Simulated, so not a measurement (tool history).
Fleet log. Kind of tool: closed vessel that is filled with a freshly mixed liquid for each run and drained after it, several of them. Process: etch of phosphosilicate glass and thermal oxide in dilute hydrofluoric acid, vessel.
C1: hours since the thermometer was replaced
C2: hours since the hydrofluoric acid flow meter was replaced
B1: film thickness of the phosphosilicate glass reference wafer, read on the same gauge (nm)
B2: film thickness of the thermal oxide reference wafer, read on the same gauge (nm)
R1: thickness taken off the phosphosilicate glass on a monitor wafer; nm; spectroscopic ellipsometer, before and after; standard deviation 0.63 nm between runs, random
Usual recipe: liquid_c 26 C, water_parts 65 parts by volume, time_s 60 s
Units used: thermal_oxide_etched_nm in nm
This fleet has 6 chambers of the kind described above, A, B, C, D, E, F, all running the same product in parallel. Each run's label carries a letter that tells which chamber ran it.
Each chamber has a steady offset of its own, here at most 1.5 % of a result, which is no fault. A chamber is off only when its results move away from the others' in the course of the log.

{"run": "1F", "hour": 12.9, "liquid_c": 26, "water_parts": 65, "time_s": 60, "C1": 2405.8, "C2": 1775.7, "B1": 99.989, "B2": 110, "R1": 176.72, "thermal_oxide_etched_nm": 4.9881}
{"run": "2B", "hour": 27.6, "liquid_c": 26, "water_parts": 65, "time_s": 60, "C1": 1426.7, "C2": 1000.4, "B1": 99.963, "B2": 110, "R1": 174.93, "thermal_oxide_etched_nm": 5.012}
{"run": "3A", "hour": 35.9, "liquid_c": 26, "water_parts": 65, "time_s": 60, "C1": 1574.6, "C2": 1925.7, "B1": 99.973, "B2": 110.01, "R1": 178.25, "thermal_oxide_etched_nm": 5.0181}
{"run": "4C", "hour": 51.7, "liquid_c": 26, "water_parts": 65, "time_s": 60, "C1": 663.9, "C2": 1453.3, "B1": 99.947, "B2": 110.01, "R1": 178.27, "thermal_oxide_etched_nm": 4.9697}
{"run": "5D", "hour": 60.0, "liquid_c": 26, "water_parts": 55, "time_s": 60, "C1": 182, "C2": 860.3, "B1": 100.06, "B2": 110.01, "R1": 214.88, "thermal_oxide_etched_nm": 5.9139}
{"run": "6E", "hour": 71.7, "liquid_c": 26, "water_parts": 55, "time_s": 60, "C1": 386, "C2": 1039.7, "B1": 99.998, "B2": 110, "R1": 211.5, "thermal_oxide_etched_nm": 5.9698}
{"run": "7C", "hour": 87.9, "liquid_c": 26, "water_parts": 55, "time_s": 60, "C1": 700.1, "C2": 1489.5, "B1": 100, "B2": 109.97, "R1": 211.86, "thermal_oxide_etched_nm": 5.9381}
{"run": "8D", "hour": 99.7, "liquid_c": 26, "water_parts": 55, "time_s": 60, "C1": 221.7, "C2": 900, "B1": 99.974, "B2": 110.01, "R1": 212.42, "thermal_oxide_etched_nm": 5.921}
{"run": "9E", "hour": 113.5, "liquid_c": 26, "water_parts": 55, "time_s": 60, "C1": 427.8, "C2": 1081.5, "B1": 99.989, "B2": 109.99, "R1": 212.45, "thermal_oxide_etched_nm": 5.9847}
{"run": "10F", "hour": 122.4, "liquid_c": 26, "water_parts": 55, "time_s": 60, "C1": 2515.3, "C2": 1885.2, "B1": 99.984, "B2": 110, "R1": 209.56, "thermal_oxide_etched_nm": 5.9858}
{"run": "11A", "hour": 130.6, "liquid_c": 26, "water_parts": 65, "time_s": 60, "C1": 1669.3, "C2": 2020.4, "B1": 99.994, "B2": 110.01, "R1": 176.3, "thermal_oxide_etched_nm": 4.9954}
{"hour": 136.1, "done": "chamber C: hydrofluoric acid flow meter replaced"}
{"run": "12B", "hour": 140.1, "liquid_c": 26, "water_parts": 65, "time_s": 60, "C1": 1539.2, "C2": 1112.9, "B1": 100.02, "B2": 110, "R1": 176.22, "thermal_oxide_etched_nm": 5.0035}
{"run": "13D", "hour": 152.1, "liquid_c": 26, "water_parts": 65, "time_s": 60, "C1": 274.1, "C2": 952.4, "B1": 99.99, "B2": 110.02, "R1": 177.21, "thermal_oxide_etched_nm": 4.9225}
{"run": "14E", "hour": 165.0, "liquid_c": 26, "water_parts": 65, "time_s": 60, "C1": 479.3, "C2": 1133, "B1": 100.03, "B2": 109.99, "R1": 175.55, "thermal_oxide_etched_nm": 4.944}
{"run": "15F", "hour": 173.6, "liquid_c": 26, "water_parts": 65, "time_s": 60, "C1": 2566.5, "C2": 1936.4, "B1": 100.01, "B2": 110, "R1": 175.7, "thermal_oxide_etched_nm": 5.0026}
{"run": "16A", "hour": 181.1, "liquid_c": 26, "water_parts": 65, "time_s": 60, "C1": 1719.8, "C2": 2070.9, "B1": 99.998, "B2": 110.02, "R1": 178.44, "thermal_oxide_etched_nm": 5.0137}
{"run": "17C", "hour": 194.3, "liquid_c": 26, "water_parts": 65, "time_s": 60, "C1": 806.5, "C2": 58.2, "B1": 99.988, "B2": 110, "R1": 176.75, "thermal_oxide_etched_nm": 5.0014}
{"hour": 206.0, "done": "chamber F: hydrofluoric acid flow meter replaced"}
{"run": "18B", "hour": 207.2, "liquid_c": 26, "water_parts": 65, "time_s": 60, "C1": 1606.3, "C2": 1180, "B1": 100, "B2": 110, "R1": 176.71, "thermal_oxide_etched_nm": 4.9946}
{"hour": 211.4, "done": "chamber B: hydrofluoric acid flow meter replaced"}
{"hour": 212.9, "done": "chamber C: thermometer replaced"}
{"run": "19C", "hour": 222.8, "liquid_c": 22.5, "water_parts": 65, "time_s": 60, "C1": 10, "C2": 86.7, "B1": 100.03, "B2": 109.95, "R1": 152.91, "thermal_oxide_etched_nm": 4.3462}
{"run": "20E", "hour": 237.7, "liquid_c": 22.5, "water_parts": 65, "time_s": 60, "C1": 552, "C2": 1205.7, "B1": 99.967, "B2": 109.99, "R1": 152.38, "thermal_oxide_etched_nm": 4.2872}
{"run": "21B", "hour": 249.8, "liquid_c": 22.5, "water_parts": 65, "time_s": 60, "C1": 1648.9, "C2": 38.5, "B1": 100.02, "B2": 109.99, "R1": 151.75, "thermal_oxide_etched_nm": 4.3156}
{"run": "22D", "hour": 257.4, "liquid_c": 22.5, "water_parts": 65, "time_s": 60, "C1": 379.4, "C2": 1057.7, "B1": 99.99, "B2": 110, "R1": 153.72, "thermal_oxide_etched_nm": 4.2585}
{"run": "23F", "hour": 269.8, "liquid_c": 22.5, "water_parts": 65, "time_s": 60, "C1": 2662.7, "C2": 63.9, "B1": 100.01, "B2": 110, "R1": 152.99, "thermal_oxide_etched_nm": 4.3441}
{"run": "24A", "hour": 285.3, "liquid_c": 22.5, "water_parts": 65, "time_s": 60, "C1": 1824, "C2": 2175.1, "B1": 100, "B2": 109.97, "R1": 153.92, "thermal_oxide_etched_nm": 4.352}
{"run": "25E", "hour": 294.1, "liquid_c": 26, "water_parts": 65, "time_s": 60, "C1": 608.4, "C2": 1262.1, "B1": 99.972, "B2": 110.02, "R1": 176.09, "thermal_oxide_etched_nm": 4.9477}
{"run": "26D", "hour": 310.2, "liquid_c": 26, "water_parts": 65, "time_s": 60, "C1": 432.2, "C2": 1110.5, "B1": 100, "B2": 110, "R1": 178.78, "thermal_oxide_etched_nm": 4.962}
{"hour": 312.7, "done": "chamber E: thermometer replaced"}
{"run": "27B", "hour": 325.2, "liquid_c": 26, "water_parts": 65, "time_s": 60, "C1": 1724.3, "C2": 113.9, "B1": 99.98, "B2": 110.01, "R1": 174.98, "thermal_oxide_etched_nm": 5.0152}
{"hour": 336.4, "done": "chamber F: thermometer replaced"}
{"run": "28A", "hour": 336.7, "liquid_c": 26, "water_parts": 65, "time_s": 60, "C1": 1875.4, "C2": 2226.5, "B1": 100.01, "B2": 110.01, "R1": 177.04, "thermal_oxide_etched_nm": 5.0054}
{"run": "29C", "hour": 352.0, "liquid_c": 26, "water_parts": 65, "time_s": 60, "C1": 139.2, "C2": 215.9, "B1": 99.985, "B2": 109.99, "R1": 177.14, "thermal_oxide_etched_nm": 4.983}
{"hour": 352.8, "done": "chamber A: hydrofluoric acid flow meter replaced"}
{"run": "30F", "hour": 367.9, "liquid_c": 26, "water_parts": 65, "time_s": 60, "C1": 31.6, "C2": 162, "B1": 99.998, "B2": 109.98, "R1": 175.89, "thermal_oxide_etched_nm": 4.9667}
{"run": "31F", "hour": 376.5, "liquid_c": 26, "water_parts": 65, "time_s": 60, "C1": 40.2, "C2": 170.6, "B1": 99.942, "B2": 110, "R1": 176.39, "thermal_oxide_etched_nm": 4.9906}
{"run": "32C", "hour": 387.1, "liquid_c": 26, "water_parts": 65, "time_s": 60, "C1": 174.3, "C2": 251, "B1": 100, "B2": 110.02, "R1": 177.9, "thermal_oxide_etched_nm": 5.0219}
{"run": "33E", "hour": 396.4, "liquid_c": 26, "water_parts": 90, "time_s": 35, "C1": 83.8, "C2": 1364.4, "B1": 100.02, "B2": 110.01, "R1": 71.758, "thermal_oxide_etched_nm": 2.0072}
{"run": "34B", "hour": 411.2, "liquid_c": 26, "water_parts": 90, "time_s": 35, "C1": 1810.3, "C2": 199.9, "B1": 100.03, "B2": 110.01, "R1": 71.393, "thermal_oxide_etched_nm": 2.0331}
{"run": "35A", "hour": 419.3, "liquid_c": 26, "water_parts": 90, "time_s": 35, "C1": 1958, "C2": 66.5, "B1": 100.01, "B2": 110.02, "R1": 72.835, "thermal_oxide_etched_nm": 2.0541}
{"run": "36D", "hour": 435.4, "liquid_c": 26, "water_parts": 90, "time_s": 35, "C1": 557.4, "C2": 1235.7, "B1": 100, "B2": 110.02, "R1": 72.174, "thermal_oxide_etched_nm": 1.9929}
{"run": "37D", "hour": 443.0, "liquid_c": 26, "water_parts": 90, "time_s": 35, "C1": 565, "C2": 1243.3, "B1": 99.995, "B2": 110, "R1": 72.619, "thermal_oxide_etched_nm": 2.0035}
{"run": "38B", "hour": 450.8, "liquid_c": 26, "water_parts": 90, "time_s": 35, "C1": 1849.9, "C2": 239.5, "B1": 100, "B2": 110.03, "R1": 71.372, "thermal_oxide_etched_nm": 2.0303}
{"run": "39A", "hour": 465.7, "liquid_c": 26, "water_parts": 65, "time_s": 60, "C1": 2004.4, "C2": 112.9, "B1": 100, "B2": 109.98, "R1": 177.89, "thermal_oxide_etched_nm": 5.0332}

All 6 chambers run these settings next. Forecast each chamber's results:
{"run": "40A", "hour": 477.5, "liquid_c": 30, "water_parts": 65, "time_s": 60, "R1": "?", "thermal_oxide_etched_nm": "?"}
{"run": "40B", "hour": 477.5, "liquid_c": 30, "water_parts": 65, "time_s": 60, "R1": "?", "thermal_oxide_etched_nm": "?"}
{"run": "40C", "hour": 477.5, "liquid_c": 30, "water_parts": 65, "time_s": 60, "R1": "?", "thermal_oxide_etched_nm": "?"}
{"run": "40D", "hour": 477.5, "liquid_c": 30, "water_parts": 65, "time_s": 60, "R1": "?", "thermal_oxide_etched_nm": "?"}
{"run": "40E", "hour": 477.5, "liquid_c": 30, "water_parts": 65, "time_s": 60, "R1": "?", "thermal_oxide_etched_nm": "?"}
{"run": "40F", "hour": 477.5, "liquid_c": 30, "water_parts": 65, "time_s": 60, "R1": "?", "thermal_oxide_etched_nm": "?"}

run=40A R1=208.59 thermal_oxide_etched_nm=5.8194
run=40B R1=205.68 thermal_oxide_etched_nm=5.8075
run=40C R1=206.8 thermal_oxide_etched_nm=5.8288
run=40D R1=208.35 thermal_oxide_etched_nm=5.8006
run=40E R1=206.46 thermal_oxide_etched_nm=5.7988
run=40F R1=205.11 thermal_oxide_etched_nm=5.7945
